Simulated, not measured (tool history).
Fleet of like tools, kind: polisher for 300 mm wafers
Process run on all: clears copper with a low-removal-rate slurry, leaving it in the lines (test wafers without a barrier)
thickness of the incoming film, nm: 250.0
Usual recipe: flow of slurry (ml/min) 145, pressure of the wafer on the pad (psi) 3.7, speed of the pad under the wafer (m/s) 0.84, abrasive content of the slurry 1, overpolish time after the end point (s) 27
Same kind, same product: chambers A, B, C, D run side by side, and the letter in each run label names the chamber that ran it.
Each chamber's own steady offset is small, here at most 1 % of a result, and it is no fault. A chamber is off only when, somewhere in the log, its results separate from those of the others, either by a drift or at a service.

run	hour	flow of slurry (ml/min)	pressure of the wafer on the pad (psi)	speed of the pad under the wafer (m/s)	abrasive content of the slurry	overpolish time after the end point (s)	wafers polished on this pad	hours since the slurry nozzle was cleaned	hours since the head pressure was calibrated	hours since the slurry blender was calibrated	time until the end point was called (s)	dishing of a wide line in a test structure (nm)
1B	8.7	145	3.7	0.84	1	27	1159	118.8	70.6	213.4	77.932	38.51
2C	17	145	3.7	0.84	1	27	1315	244.7	208.8	38.5	78.789	39.225
# hour 21.8: chamber B: slurry blender recalibrated
# hour 24.3: chamber A: slurry nozzle cleaned
3A	24.3	145	3.7	0.84	1	27	948	0.1	143	60.6	78.425	38.382
4D	30.4	145	3.7	0.84	1	27	307	119	62.8	138.2	78.092	39.92
5D	39.9	145	3.7	0.84	1	27	359	128.5	72.3	147.7	77.91	38.106
6B	45.1	145	3.7	1.12	1	38	1357	155.2	107	23.3	59.249	48.497
# hour 51.1: chamber A: worn pad replaced by a new one
7A	51.1	145	3.7	1.12	1	38	0	26.9	169.8	87.4	57.894	47.781
8C	58.1	145	3.7	1.12	1	38	1539	285.8	249.9	79.6	59.304	47.671
# hour 60.4: chamber B: worn pad replaced by a new one
9D	65.4	145	3.7	1.12	1	38	498	154	97.8	173.2	57.547	48.202
10B	75.3	145	3.7	0.84	1	27	81	185.4	137.2	53.5	79.145	37.99
# hour 76.1: chamber B: slurry nozzle cleaned
11A	81.5	145	3.7	0.84	1	27	165	57.3	200.2	117.8	76.318	38.171
# hour 82.1: chamber C: worn pad replaced by a new one
12C	86.3	145	3.7	0.84	1	27	23	314	278.1	107.8	79.733	37.584
13B	97.1	145	2.5	0.84	1	27	200	21.1	159	75.3	116.31	30.319
# hour 97.6: chamber D: slurry blender recalibrated
14C	103.2	145	2.5	0.84	1	27	115	330.9	295	124.7	124.52	29.16
15A	113.6	145	2.5	0.84	1	27	340	89.4	232.3	149.9	114.37	30.917
16D	123.1	145	2.5	0.84	1	27	813	211.7	155.5	25.5	116.48	29.33
17C	129	145	3.7	0.84	1	27	255	356.7	320.8	150.5	83.63	37.291
18D	139.6	145	3.7	0.84	1	27	902	228.2	172	42	79.748	38.303
19A	147.1	145	3.7	0.84	1	27	523	122.9	265.8	183.4	77.798	38.323
20B	157.8	145	3.7	0.84	1	27	531	81.8	219.7	136	78.194	38.41
21A	168.2	145	3.7	0.84	1	27	638	144	286.9	204.5	77.08	38.051
22B	175.5	170	3.7	0.84	0.9	27	627	99.5	237.4	153.7	77.704	39.619
# hour 179.4: chamber A: head pressure recalibrated
23D	184.2	170	3.7	0.84	0.9	27	1145	272.8	216.6	86.6	76.221	37.111
24C	189.2	170	3.7	0.84	0.9	27	583	416.9	381	210.7	87.548	35.861
# hour 193.5: chamber A: slurry blender recalibrated
25A	199.8	170	3.7	0.84	0.9	27	810	175.6	20.5	6.4	78.073	37.865
# hour 200.9: chamber C: slurry nozzle cleaned
26C	209.8	145	3.7	0.84	1	17	696	8.9	401.6	231.3	87.793	27.17

Next, all 4 chambers run the settings below, one line each with question marks for the results. What does each chamber give?
27A	217.8	145	4.4	0.84	1	27					?	?
27B	217.8	145	4.4	0.84	1	27					?	?
27C	217.8	145	4.4	0.84	1	27					?	?
27D	217.8	145	4.4	0.84	1	27					?	?

run	time until the end point was called (s)	dishing of a wide line in a test structure (nm)
27A	65.22	41.302
27B	64.684	42.08
27C	75.679	40.369
27D	63.663	41.994

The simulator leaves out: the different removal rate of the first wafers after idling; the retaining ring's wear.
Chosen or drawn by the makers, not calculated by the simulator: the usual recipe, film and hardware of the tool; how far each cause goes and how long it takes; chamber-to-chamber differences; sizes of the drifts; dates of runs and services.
